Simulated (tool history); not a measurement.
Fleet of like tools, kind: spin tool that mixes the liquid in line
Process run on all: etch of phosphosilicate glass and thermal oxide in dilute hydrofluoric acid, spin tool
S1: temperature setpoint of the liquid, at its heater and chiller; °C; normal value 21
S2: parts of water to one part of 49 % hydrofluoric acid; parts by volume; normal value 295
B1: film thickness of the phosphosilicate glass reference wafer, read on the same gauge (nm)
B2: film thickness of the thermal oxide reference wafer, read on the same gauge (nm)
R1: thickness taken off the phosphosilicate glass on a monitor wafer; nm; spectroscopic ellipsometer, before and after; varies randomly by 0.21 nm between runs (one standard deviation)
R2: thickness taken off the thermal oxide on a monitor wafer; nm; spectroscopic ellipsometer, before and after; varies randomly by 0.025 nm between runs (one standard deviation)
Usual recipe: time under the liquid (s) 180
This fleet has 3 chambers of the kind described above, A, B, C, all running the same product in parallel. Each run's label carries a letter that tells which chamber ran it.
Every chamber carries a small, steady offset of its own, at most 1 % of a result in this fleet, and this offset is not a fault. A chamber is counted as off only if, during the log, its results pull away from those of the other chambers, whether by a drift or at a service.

Run 1B, hour 7.2: usual settings; B1 110; B2 70.018. Result: R1 26.665 nm, R2 2.1467 nm.
Run 2C, hour 12.6: usual settings; B1 109.96; B2 69.992. Result: R1 26.732 nm, R2 2.0444 nm.
Run 3A, hour 20.1: usual settings; B1 109.98; B2 69.979. Result: R1 26.839 nm, R2 2.0614 nm.
Run 4A, hour 25.2: usual settings; B1 109.96; B2 69.981. Result: R1 27.084 nm, R2 1.994 nm.
Run 5B, hour 30.5: usual settings; B1 109.97; B2 70.007. Result: R1 26.499 nm, R2 2.0782 nm.
Run 6C, hour 37.4: usual settings; B1 110.03; B2 69.987. Result: R1 26.919 nm, R2 2.1028 nm.
Run 7B, hour 47.2: usual settings; B1 110.04; B2 70.011. Result: R1 26.626 nm, R2 2.055 nm.
Run 8C, hour 53.7: usual settings; B1 109.98; B2 70.022. Result: R1 26.482 nm, R2 2.1115 nm.
Run 9A, hour 62.9: usual settings; B1 109.98; B2 69.97. Result: R1 26.297 nm, R2 2.0439 nm.
Run 10B, hour 71.2: usual settings; B1 110.01; B2 70.006. Result: R1 26.4 nm, R2 2.0971 nm.
Run 11A, hour 80: usual settings; B1 110.04; B2 69.988. Result: R1 26.236 nm, R2 1.991 nm.
Run 12C, hour 86.2: usual settings; B1 110.02; B2 70.01. Result: R1 26.636 nm, R2 2.0375 nm.
Run 13B, hour 95.9: usual settings; B1 109.96; B2 70.003. Result: R1 26.604 nm, R2 2.0446 nm.
Run 14A, hour 104.8: usual settings; B1 110.01; B2 69.998. Result: R1 25.923 nm, R2 1.9832 nm.
Run 15C, hour 109.3: usual settings; B1 110.04; B2 69.99. Result: R1 26.505 nm, R2 2.0885 nm.
Run 16A, hour 113.5: usual settings; B1 110.01; B2 70.004. Result: R1 26.222 nm, R2 2.0464 nm.
Run 17B, hour 117.8: usual settings; B1 109.98; B2 69.987. Result: R1 26.504 nm, R2 2.1038 nm.
Run 18C, hour 126.6: usual settings; B1 110.07; B2 69.989. Result: R1 26.783 nm, R2 2.0436 nm.
Run 19B, hour 132: usual settings; B1 110.02; B2 69.999. Result: R1 26.554 nm, R2 2.0676 nm.
Run 20A, hour 139.6: usual settings; B1 110.02; B2 70.017. Result: R1 25.423 nm, R2 1.9683 nm.
Run 21C, hour 146.8: usual settings; B1 109.97; B2 69.98. Result: R1 26.503 nm, R2 2.0537 nm.
Run 22C, hour 154.2: usual settings; B1 109.96; B2 70. Result: R1 26.782 nm, R2 2.0572 nm.
Run 23A, hour 161.9: usual settings but S2 360 parts by volume; B1 109.95; B2 70.026. Result: R1 19.818 nm, R2 1.5414 nm.
Run 24B, hour 170.3: usual settings but S2 360 parts by volume; B1 109.97; B2 70. Result: R1 20.715 nm, R2 1.5936 nm.
Run 25C, hour 174.9: usual settings but S2 360 parts by volume; B1 110.01; B2 69.991. Result: R1 20.222 nm, R2 1.584 nm.
Run 26A, hour 182.5: usual settings; B1 109.97; B2 70.021. Result: R1 25.462 nm, R2 1.9473 nm.
Run 27B, hour 192.1: usual settings; B1 109.97; B2 69.988. Result: R1 26.692 nm, R2 2.0772 nm.
At hour 198.4: chamber C: hydrofluoric acid flow meter replaced.
Run 28B, hour 201.4: usual settings; B1 110.03; B2 70.002. Result: R1 26.372 nm, R2 2.0737 nm.
Run 29C, hour 210: usual settings; B1 110; B2 69.998. Result: R1 26.511 nm, R2 2.0966 nm.
Run 30A, hour 217.9: usual settings; B1 110.08; B2 70.001. Result: R1 24.813 nm, R2 1.9718 nm.
Run 31C, hour 226.3: usual settings; B1 110; B2 70.032. Result: R1 27.031 nm, R2 2.0694 nm.
Run 32A, hour 234.2: usual settings; B1 110.06; B2 69.983. Result: R1 25.03 nm, R2 1.8782 nm.
Run 33B, hour 243.1: usual settings; B1 110; B2 70.006. Result: R1 26.851 nm, R2 2.095 nm.
Run 34B, hour 249: usual settings; B1 109.96; B2 69.987. Result: R1 26.869 nm, R2 2.0932 nm.
Run 35C, hour 256.6: usual settings; B1 110.01; B2 69.987. Result: R1 26.832 nm, R2 2.064 nm.
Run 36A, hour 262.5: usual settings; B1 109.96; B2 70.007. Result: R1 24.365 nm, R2 1.8731 nm.

All 3 chambers run these settings next. Forecast each chamber's results:
Run 37A, hour 269.5: usual settings but S1 22.5 °C. Result: R1 ?, R2 ?.
Run 37B, hour 269.5: usual settings but S1 22.5 °C. Result: R1 ?, R2 ?.
Run 37C, hour 269.5: usual settings but S1 22.5 °C. Result: R1 ?, R2 ?.

run      R1      R2
37A  25.931  1.9599
37B  27.911  2.1984
37C  28.604  2.1463

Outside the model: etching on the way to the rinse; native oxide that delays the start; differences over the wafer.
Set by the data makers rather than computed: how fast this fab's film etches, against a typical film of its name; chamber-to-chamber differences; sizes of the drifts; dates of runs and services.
